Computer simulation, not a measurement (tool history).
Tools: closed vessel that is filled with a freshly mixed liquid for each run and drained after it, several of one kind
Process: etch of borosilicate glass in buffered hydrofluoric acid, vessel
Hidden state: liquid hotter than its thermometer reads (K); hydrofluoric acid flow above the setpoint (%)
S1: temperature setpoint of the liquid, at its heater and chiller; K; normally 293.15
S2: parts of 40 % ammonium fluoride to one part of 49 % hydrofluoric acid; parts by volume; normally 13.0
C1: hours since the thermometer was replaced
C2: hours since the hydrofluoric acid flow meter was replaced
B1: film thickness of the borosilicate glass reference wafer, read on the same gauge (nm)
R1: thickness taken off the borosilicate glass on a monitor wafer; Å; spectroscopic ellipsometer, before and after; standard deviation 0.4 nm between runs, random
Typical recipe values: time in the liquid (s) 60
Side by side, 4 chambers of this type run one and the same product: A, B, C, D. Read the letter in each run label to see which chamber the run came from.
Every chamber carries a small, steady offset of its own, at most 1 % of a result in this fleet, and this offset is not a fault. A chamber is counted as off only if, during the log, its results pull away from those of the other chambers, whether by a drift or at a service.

Run 1B, day 0.175: usual settings; C1 753.2; C2 1056.0; B1 80.012. Result: R1 464.20 Å.
At day 0.212: chamber B: thermometer replaced.
Run 2D, day 0.346: usual settings; C1 866.0; C2 156.8; B1 79.998. Result: R1 460.54 Å.
Run 3C, day 0.462: usual settings; C1 1156.3; C2 474.7; B1 80.004. Result: R1 471.75 Å.
Run 4A, day 0.575: usual settings; C1 639.6; C2 241.2; B1 79.998. Result: R1 466.14 Å.
Run 5B, day 0.679: usual settings; C1 11.2; C2 1068.1; B1 79.968. Result: R1 461.91 Å.
Run 6D, day 0.829: usual settings; C1 877.6; C2 168.4; B1 80.015. Result: R1 455.08 Å.
Run 7C, day 0.946: usual settings; C1 1167.9; C2 486.3; B1 79.977. Result: R1 471.27 Å.
Run 8A, day 1.029: usual settings but S1 290.15 K; C1 650.5; C2 252.1; B1 79.984. Result: R1 388.53 Å.
Run 9D, day 1.171: usual settings but S1 290.15 K; C1 885.8; C2 176.6; B1 80.010. Result: R1 392.75 Å.
Run 10C, day 1.292: usual settings but S1 290.15 K; C1 1176.2; C2 494.6; B1 80.002. Result: R1 398.20 Å.
Run 11B, day 1.467: usual settings but S1 290.15 K; C1 30.1; C2 1087.0; B1 80.015. Result: R1 383.46 Å.
Run 12A, day 1.588: usual settings; C1 663.9; C2 265.5; B1 80.012. Result: R1 468.97 Å.
Run 13B, day 1.746: usual settings; C1 36.8; C2 1093.7; B1 80.019. Result: R1 469.00 Å.
Run 14C, day 1.838: usual settings; C1 1189.3; C2 507.7; B1 79.981. Result: R1 461.06 Å.
Run 15D, day 1.933: usual settings but S2 11.0 parts by volume, time in the liquid (s) 30; C1 904.1; C2 194.9; B1 80.010. Result: R1 278.06 Å.
Run 16A, day 2.112: usual settings but S2 11.0 parts by volume, time in the liquid (s) 30; C1 676.5; C2 278.1; B1 80.020. Result: R1 278.26 Å.
Run 17B, day 2.200: usual settings but S2 11.0 parts by volume, time in the liquid (s) 30; C1 47.7; C2 1104.6; B1 80.010. Result: R1 271.02 Å.
Run 18D, day 2.325: usual settings but S2 11.0 parts by volume, time in the liquid (s) 30; C1 913.5; C2 204.3; B1 79.983. Result: R1 270.97 Å.
Run 19C, day 2.412: usual settings; C1 1203.1; C2 521.5; B1 80.024. Result: R1 461.65 Å.
Run 20A, day 2.517: usual settings; C1 686.2; C2 287.8; B1 80.012. Result: R1 489.72 Å.
Run 21A, day 2.617: usual settings; C1 688.6; C2 290.2; B1 80.008. Result: R1 486.21 Å.
Run 22B, day 2.792: usual settings; C1 61.9; C2 1118.8; B1 80.019. Result: R1 465.44 Å.
Run 23C, day 2.883: usual settings; C1 1214.4; C2 532.8; B1 80.001. Result: R1 461.08 Å.
Run 24D, day 2.962: usual settings but S2 9.5 parts by volume; C1 928.8; C2 219.6; B1 79.996. Result: R1 622.16 Å.
Run 25D, day 3.054: usual settings but S2 9.5 parts by volume; C1 931.0; C2 221.8; B1 79.968. Result: R1 616.66 Å.
Run 26A, day 3.150: usual settings but S2 9.5 parts by volume; C1 701.4; C2 303.0; B1 80.015. Result: R1 633.64 Å.
Run 27C, day 3.262: usual settings but S2 9.5 parts by volume; C1 1223.5; C2 541.9; B1 79.975. Result: R1 632.86 Å.
Run 28B, day 3.438: usual settings; C1 77.4; C2 1134.3; B1 79.997. Result: R1 459.87 Å.
Run 29D, day 3.554: usual settings but S1 290.65 K, S2 16.5 parts by volume; C1 943.0; C2 233.8; B1 80.007. Result: R1 317.38 Å.
Run 30A, day 3.671: usual settings but S1 290.65 K, S2 16.5 parts by volume; C1 713.9; C2 315.5; B1 80.014. Result: R1 342.94 Å.
Run 31C, day 3.842: usual settings but S1 290.65 K, S2 16.5 parts by volume; C1 1237.4; C2 555.8; B1 80.014. Result: R1 326.11 Å.
Run 32B, day 3.929: usual settings but S1 290.65 K, S2 16.5 parts by volume; C1 89.2; C2 1146.1; B1 80.008. Result: R1 313.17 Å.
Run 33A, day 4.079: usual settings; C1 723.7; C2 325.3; B1 79.990. Result: R1 487.72 Å.
Run 34B, day 4.171: usual settings; C1 95.0; C2 1151.9; B1 79.983. Result: R1 469.54 Å.

For the next run the whole fleet of 4 chambers uses the same settings. Give each chamber's results:
Run 35A, day 4.300: usual settings. Result: R1 ?.
Run 35B, day 4.300: usual settings. Result: R1 ?.
Run 35C, day 4.300: usual settings. Result: R1 ?.
Run 35D, day 4.300: usual settings. Result: R1 ?.

run      R1
35A  502.42
35B  463.08
35C  462.06
35D  464.31
